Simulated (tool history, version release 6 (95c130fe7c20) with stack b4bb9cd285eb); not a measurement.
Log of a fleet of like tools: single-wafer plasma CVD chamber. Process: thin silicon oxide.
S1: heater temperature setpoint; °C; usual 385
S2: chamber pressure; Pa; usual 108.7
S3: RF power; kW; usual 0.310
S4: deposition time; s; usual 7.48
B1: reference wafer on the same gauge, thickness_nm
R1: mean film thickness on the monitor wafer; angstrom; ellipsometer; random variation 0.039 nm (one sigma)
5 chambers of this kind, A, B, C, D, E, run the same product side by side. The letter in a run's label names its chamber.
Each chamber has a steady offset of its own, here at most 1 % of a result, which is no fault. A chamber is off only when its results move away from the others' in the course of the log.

run 1D hour=8.8 | S1=385 S2=108.7 S3=0.310 S4=7.48 | B1=13.601 | R1=144.28
run 2E hour=22.8 | S1=385 S2=108.7 S3=0.310 S4=7.48 | B1=13.598 | R1=142.99
run 3B hour=37.0 | S1=385 S2=108.7 S3=0.310 S4=7.48 | B1=13.596 | R1=142.35
run 4A hour=48.6 | S1=385 S2=108.7 S3=0.310 S4=7.48 | B1=13.608 | R1=143.42
-- hour=60.8 chamber B: RF generator calibrated
run 5C hour=64.9 | S1=385 S2=108.7 S3=0.310 S4=7.48 | B1=13.598 | R1=144.03
run 6B hour=80.5 | S1=385 S2=108.7 S3=0.310 S4=7.48 | B1=13.600 | R1=142.99
-- hour=86.3 chamber E: capacitance manometer re-zeroed and calibrated
run 7D hour=96.3 | S1=385 S2=108.7 S3=0.310 S4=7.48 | B1=13.599 | R1=143.57
run 8E hour=110.6 | S1=385 S2=108.7 S3=0.310 S4=7.48 | B1=13.608 | R1=142.15
run 9C hour=126.4 | S1=385 S2=108.7 S3=0.310 S4=7.48 | B1=13.595 | R1=143.70
run 10A hour=140.7 | S1=398 S2=108.7 S3=0.370 S4=7.48 | B1=13.607 | R1=151.79
run 11A hour=149.6 | S1=398 S2=108.7 S3=0.370 S4=7.48 | B1=13.604 | R1=151.22
run 12C hour=161.9 | S1=398 S2=108.7 S3=0.370 S4=7.48 | B1=13.594 | R1=151.97
run 13D hour=177.4 | S1=398 S2=108.7 S3=0.370 S4=7.48 | B1=13.598 | R1=152.94
run 14E hour=188.9 | S1=398 S2=108.7 S3=0.370 S4=7.48 | B1=13.602 | R1=152.00
run 15B hour=204.3 | S1=385 S2=108.7 S3=0.310 S4=7.48 | B1=13.594 | R1=143.16
run 16D hour=217.4 | S1=385 S2=108.7 S3=0.310 S4=7.48 | B1=13.602 | R1=144.21
run 17C hour=232.3 | S1=385 S2=108.7 S3=0.310 S4=7.48 | B1=13.602 | R1=143.48
run 18A hour=239.9 | S1=385 S2=108.7 S3=0.310 S4=7.48 | B1=13.600 | R1=142.59
run 19B hour=249.4 | S1=385 S2=108.7 S3=0.310 S4=7.48 | B1=13.600 | R1=143.99
-- hour=255.3 chamber A: capacitance manometer re-zeroed and calibrated
run 20E hour=259.8 | S1=385 S2=108.7 S3=0.310 S4=7.48 | B1=13.597 | R1=142.75
run 21A hour=273.5 | S1=385 S2=108.7 S3=0.310 S4=7.48 | B1=13.601 | R1=142.97
run 22B hour=287.5 | S1=385 S2=108.7 S3=0.310 S4=7.48 | B1=13.603 | R1=144.22
run 23E hour=301.3 | S1=385 S2=108.7 S3=0.310 S4=7.48 | B1=13.602 | R1=143.14
run 24C hour=310.3 | S1=385 S2=108.7 S3=0.310 S4=7.48 | B1=13.598 | R1=143.92
run 25D hour=323.5 | S1=385 S2=108.7 S3=0.310 S4=7.48 | B1=13.608 | R1=144.29
run 26A hour=333.1 | S1=385 S2=108.7 S3=0.310 S4=7.48 | B1=13.601 | R1=143.22
run 27C hour=348.4 | S1=385 S2=108.7 S3=0.310 S4=7.48 | B1=13.601 | R1=143.51
run 28E hour=358.6 | S1=385 S2=108.7 S3=0.310 S4=7.48 | B1=13.611 | R1=142.77
-- hour=371.1 chamber D: thermocouple changed; heater temperature recalibrated
run 29B hour=374.4 | S1=385 S2=108.7 S3=0.310 S4=7.48 | B1=13.611 | R1=145.38
run 30D hour=387.5 | S1=385 S2=108.7 S3=0.310 S4=7.48 | B1=13.597 | R1=144.12
run 31A hour=400.8 | S1=385 S2=108.7 S3=0.310 S4=7.48 | B1=13.583 | R1=142.82
run 32C hour=414.6 | S1=385 S2=108.7 S3=0.310 S4=7.48 | B1=13.605 | R1=143.50
run 33B hour=425.4 | S1=385 S2=120.1 S3=0.350 S4=7.48 | B1=13.601 | R1=166.46
run 34E hour=440.5 | S1=385 S2=120.1 S3=0.350 S4=7.48 | B1=13.602 | R1=163.56
run 35D hour=447.8 | S1=385 S2=120.1 S3=0.350 S4=7.48 | B1=13.600 | R1=165.29
run 36D hour=459.1 | S1=385 S2=120.1 S3=0.350 S4=7.48 | B1=13.592 | R1=164.52
run 37A hour=473.4 | S1=385 S2=120.1 S3=0.350 S4=7.48 | B1=13.602 | R1=162.94
run 38B hour=486.9 | S1=385 S2=108.7 S3=0.310 S4=7.48 | B1=13.606 | R1=146.26
run 39E hour=494.4 | S1=385 S2=108.7 S3=0.310 S4=7.48 | B1=13.606 | R1=142.82

Next, every chamber runs the same settings. What will each give?
run 40A hour=506.0 | S1=385 S2=85.1 S3=0.310 S4=7.48 | R1=?
run 40B hour=506.0 | S1=385 S2=85.1 S3=0.310 S4=7.48 | R1=?
run 40C hour=506.0 | S1=385 S2=85.1 S3=0.310 S4=7.48 | R1=?
run 40D hour=506.0 | S1=385 S2=85.1 S3=0.310 S4=7.48 | R1=?
run 40E hour=506.0 | S1=385 S2=85.1 S3=0.310 S4=7.48 | R1=?

run=40A R1=112.07
run=40B R1=115.17
run=40C R1=112.38
run=40D R1=111.38
run=40E R1=110.89

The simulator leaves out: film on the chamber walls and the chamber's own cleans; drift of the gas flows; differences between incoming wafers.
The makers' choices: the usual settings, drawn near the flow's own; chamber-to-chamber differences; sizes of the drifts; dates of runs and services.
